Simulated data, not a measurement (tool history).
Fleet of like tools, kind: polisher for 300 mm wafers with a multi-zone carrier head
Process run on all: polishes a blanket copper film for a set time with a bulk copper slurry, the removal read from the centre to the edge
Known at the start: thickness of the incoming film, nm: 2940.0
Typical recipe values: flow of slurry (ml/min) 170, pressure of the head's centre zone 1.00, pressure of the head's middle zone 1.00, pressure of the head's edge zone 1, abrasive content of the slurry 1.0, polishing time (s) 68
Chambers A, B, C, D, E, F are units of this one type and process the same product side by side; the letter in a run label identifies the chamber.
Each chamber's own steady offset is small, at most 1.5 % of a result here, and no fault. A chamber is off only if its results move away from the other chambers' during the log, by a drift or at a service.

run   hour  flow of slurry (ml/min)  pressure of the head's centre zone  pressure of the head's middle zone  pressure of the head's edge zone  abrasive content of the slurry  polishing time (s)  wafers polished on this pad  hours since the slurry nozzle was cleaned  hours since the centre zone pressure was calibrated  hours since the edge zone pressure was calibrated  film removed at the wafer's centre (angstrom)  film removed at mid-radius (angstrom)  film removed at the wafer's edge (angstrom)
 1A   13.6                      170                                1.00                                1.00                                 1                             1.0                  68                         1056                                       17.2                                                570.1                                               43.2                                        10177.0                                  10573                                      10298.0
 2D   28.4                      170                                1.00                                1.00                                 1                             1.0                  68                          202                                      308.2                                                126.2                                               30.1                                        10412.0                                  10147                                      10557.0
      30.2  -- chamber A: worn pad replaced by a new one
      33.4  -- chamber D: slurry nozzle cleaned
 3C   45.0                      170                                1.00                                1.00                                 1                             1.0                  68                          522                                      199.6                                                127.1                                              321.3                                        10365.0                                  10335                                      10407.0
      49.4  -- chamber E: worn pad replaced by a new one
      50.3  -- chamber C: worn pad replaced by a new one
 4E   56.5                      170                                1.00                                1.00                                 1                             1.0                  68                           38                                      208.2                                                606.9                                             1286.8                                        10368.0                                  10272                                      10280.0
 5F   66.7                      170                                1.00                                1.00                                 1                             1.0                  68                          756                                      300.7                                                239.2                                              385.1                                        10330.0                                  10459                                      10286.0
      72.5  -- chamber F: worn pad replaced by a new one
      75.4  -- chamber E: slurry nozzle cleaned
 6B   82.4                      170                                1.00                                1.00                                 1                             1.0                  68                         1515                                      133.9                                                963.9                                             1150.6                                        10341.0                                  10498                                      10185.0
 7B   98.1                      170                                1.00                                1.00                                 1                             1.0                  68                         1600                                      149.6                                                979.6                                             1166.3                                        10207.0                                  10251                                      10223.0
 8C  106.5                      170                                1.00                                1.00                                 1                             1.0                  68                          302                                      261.1                                                188.6                                              382.8                                        10421.0                                  10455                                      10187.0
     115.1  -- chamber B: worn pad replaced by a new one
 9E  119.4                      170                                1.00                                1.00                                 1                             1.0                  68                          376                                       44.1                                                669.8                                             1349.7                                        10541.0                                  10290                                      10288.0
10D  129.1                      170                                1.00                                1.08                                 1                             1.0                  81                          743                                       95.7                                                226.9                                              130.8                                        12456.0                                  12948                                      12299.0
     138.3  -- chamber E: worn pad replaced by a new one
     140.6  -- chamber C: worn pad replaced by a new one
11A  142.0                      170                                1.00                                1.08                                 1                             1.0                  81                          601                                      145.6                                                698.5                                              171.6                                        12231.0                                  12832                                      12437.0
     146.4  -- chamber B: slurry nozzle cleaned
12F  149.2                      170                                1.00                                1.08                                 1                             1.0                  81                          412                                      383.2                                                321.7                                              467.6                                        12350.0                                  13223                                      12207.0
     158.1  -- chamber F: centre zone pressure recalibrated
13A  162.5                      170                                1.00                                1.08                                 1                             1.0                  81                          711                                      166.1                                                719.0                                              192.1                                        12344.0                                  12853                                      12548.0
     169.4  -- chamber B: centre zone pressure recalibrated
14F  173.1                      170                                1.00                                1.08                                 1                             1.0                  81                          541                                      407.1                                                 15.1                                              491.5                                        13739.0                                  12918                                      12094.0
15C  186.8                      170                                1.00                                1.08                                 1                             1.0                  81                          248                                      341.4                                                268.9                                              463.1                                        12355.0                                  13234                                      12028.0
     195.5  -- chamber D: worn pad replaced by a new one
16B  199.1                      170                                1.00                                1.00                                 1                             1.0                  68                          452                                       52.7                                                 29.8                                             1267.3                                        10342.0                                  10409                                      10502.0
     202.6  -- chamber C: edge zone pressure recalibrated
17E  214.9                      170                                1.00                                1.00                                 1                             1.0                  68                          412                                      139.6                                                765.3                                             1445.2                                        10429.0                                  10131                                      10433.0
     226.0  -- chamber F: worn pad replaced by a new one
18D  226.1                      170                                1.00                                1.00                                 1                             1.0                  68                          164                                      192.7                                                323.9                                              227.8                                        10391.0                                  10515                                      10125.0
     234.8  -- chamber E: worn pad replaced by a new one
     236.5  -- chamber A: worn pad replaced by a new one
19E  240.2                      225                                1.00                                1.00                                 1                             0.8                  68                           29                                      164.9                                                790.6                                             1470.5                                        10407.0                                  10334                                      10170.0
     245.9  -- chamber C: worn pad replaced by a new one
20F  249.5                      225                                1.00                                1.00                                 1                             0.8                  68                          126                                      483.5                                                 91.5                                              567.9                                        11498.0                                  10146                                      10253.0
21C  263.3                      225                                1.00                                1.00                                 1                             0.8                  68                           94                                      417.9                                                345.4                                               60.8                                        10270.0                                  10652                                      10195.0
22D  276.2                      225                                1.00                                1.00                                 1                             0.8                  68                          434                                      242.8                                                374.0                                              277.9                                        10396.0                                  10341                                       9929.4
23A  283.6                      225                                1.00                                1.00                                 1                             0.8                  68                          253                                      287.2                                                840.1                                              313.2                                        10345.0                                  10265                                      10112.0
     289.1  -- chamber F: edge zone pressure recalibrated
24B  297.2                      225                                1.00                                1.00                                 1                             0.8                  68                          979                                      150.8                                                127.9                                             1365.4                                        10317.0                                  10050                                      10356.0
25C  310.2                      170                                1.00                                1.00                                 1                             1.0                  68                          346                                      464.8                                                392.3                                              107.7                                        10615.0                                  10393                                      10185.0
     317.0  -- chamber E: worn pad replaced by a new one
26D  321.7                      170                                1.00                                1.00                                 1                             1.0                  68                          679                                      288.3                                                419.5                                              323.4                                        10366.0                                  10354                                      10217.0
     329.6  -- chamber E: edge zone pressure recalibrated
27E  335.4                      170                                1.00                                1.00                                 1                             1.0                  68                           99                                      260.1                                                885.8                                                5.9                                        10324.0                                  10477                                      10395.0
28B  345.0                      170                                1.00                                1.00                                 1                             1.0                  68                         1236                                      198.6                                                175.7                                             1413.2                                        10277.0                                  10203                                      10327.0
     345.6  -- chamber C: worn pad replaced by a new one
     352.3  -- chamber E: slurry nozzle cleaned
     354.9  -- chamber D: slurry nozzle cleaned
29F  356.2                      170                                1.00                                1.00                                 1                             1.0                  68                          700                                      590.2                                                198.2                                               67.1                                        11617.0                                  10438                                       9959.1
30A  366.3                      170                                0.91                                1.00                                 1                             1.0                  68                          698                                      369.9                                                922.8                                              395.9                                         9337.8                                  10257                                      10084.0
31C  379.6                      170                                0.91                                1.00                                 1                             1.0                  68                          183                                      534.2                                                461.7                                              177.1                                         9356.8                                  10583                                      10207.0
     379.7  -- chamber B: slurry nozzle cleaned
     388.1  -- chamber B: worn pad replaced by a new one
     388.3  -- chamber B: edge zone pressure recalibrated
     389.6  -- chamber D: worn pad replaced by a new one
32F  390.5                      170                                0.91                                1.00                                 1                             1.0                  68                          885                                      624.5                                                232.5                                              101.4                                        10303.0                                  10427                                      10141.0
     395.3  -- chamber F: worn pad replaced by a new one
     398.9  -- chamber A: edge zone pressure recalibrated
33A  400.9                      170                                0.91                                1.00                                 1                             1.0                  68                          884                                      404.5                                                957.4                                                2.0                                         9210.8                                  10167                                      10414.0
34E  412.3                      170                                0.91                                1.00                                 1                             1.0                  68                          512                                       60.1                                                962.7                                               82.8                                         9310.5                                  10373                                      10416.0
     416.3  -- chamber E: worn pad replaced by a new one
35B  421.0                      170                                0.91                                1.00                                 1                             1.0                  68                          176                                       41.3                                                251.7                                               32.8                                         9268.0                                  10266                                      10268.0
36D  437.4                      170                                1.00                                1.00                                 1                             1.0                  68                          257                                       82.6                                                535.2                                              439.1                                        10378.0                                  10377                                      10283.0
37F  448.8                      170                                1.00                                1.00                                 1                             1.0                  68                          288                                      682.8                                                290.8                                              159.7                                        11351.0                                  10341                                      10443.0
38E  456.9                      170                                1.00                                1.00                                 1                             1.0                  68                          218                                      104.7                                               1007.3                                              127.4                                        10558.0                                  10471                                      10317.0
39D  464.9                      170                                1.00                                1.00                                 1                             1.0                  68                          405                                      110.1                                                562.7                                              466.6                                        10378.0                                  10360                                      10216.0

Predict what each chamber gives when all 6 of them run the settings below next.
40A  476.9                      170                                1.00                                1.00                                 1                             1.0                  68                                                                                                                                                                                                                              ?                                      ?                                            ?
40B  476.9                      170                                1.00                                1.00                                 1                             1.0                  68                                                                                                                                                                                                                              ?                                      ?                                            ?
40C  476.9                      170                                1.00                                1.00                                 1                             1.0                  68                                                                                                                                                                                                                              ?                                      ?                                            ?
40D  476.9                      170                                1.00                                1.00                                 1                             1.0                  68                                                                                                                                                                                                                              ?                                      ?                                            ?
40E  476.9                      170                                1.00                                1.00                                 1                             1.0                  68                                                                                                                                                                                                                              ?                                      ?                                            ?
40F  476.9                      170                                1.00                                1.00                                 1                             1.0                  68                                                                                                                                                                                                                              ?                                      ?                                            ?

run  film removed at the wafer's centre (angstrom)  film removed at mid-radius (angstrom)  film removed at the wafer's edge (angstrom)
40A                                        10250.0                                  10231                                      10318.0
40B                                        10469.0                                  10389                                      10374.0
40C                                        10580.0                                  10340                                      10092.0
40D                                        10473.0                                  10222                                      10219.0
40E                                        10209.0                                  10325                                      10409.0
40F                                        11458.0                                  10468                                      10136.0

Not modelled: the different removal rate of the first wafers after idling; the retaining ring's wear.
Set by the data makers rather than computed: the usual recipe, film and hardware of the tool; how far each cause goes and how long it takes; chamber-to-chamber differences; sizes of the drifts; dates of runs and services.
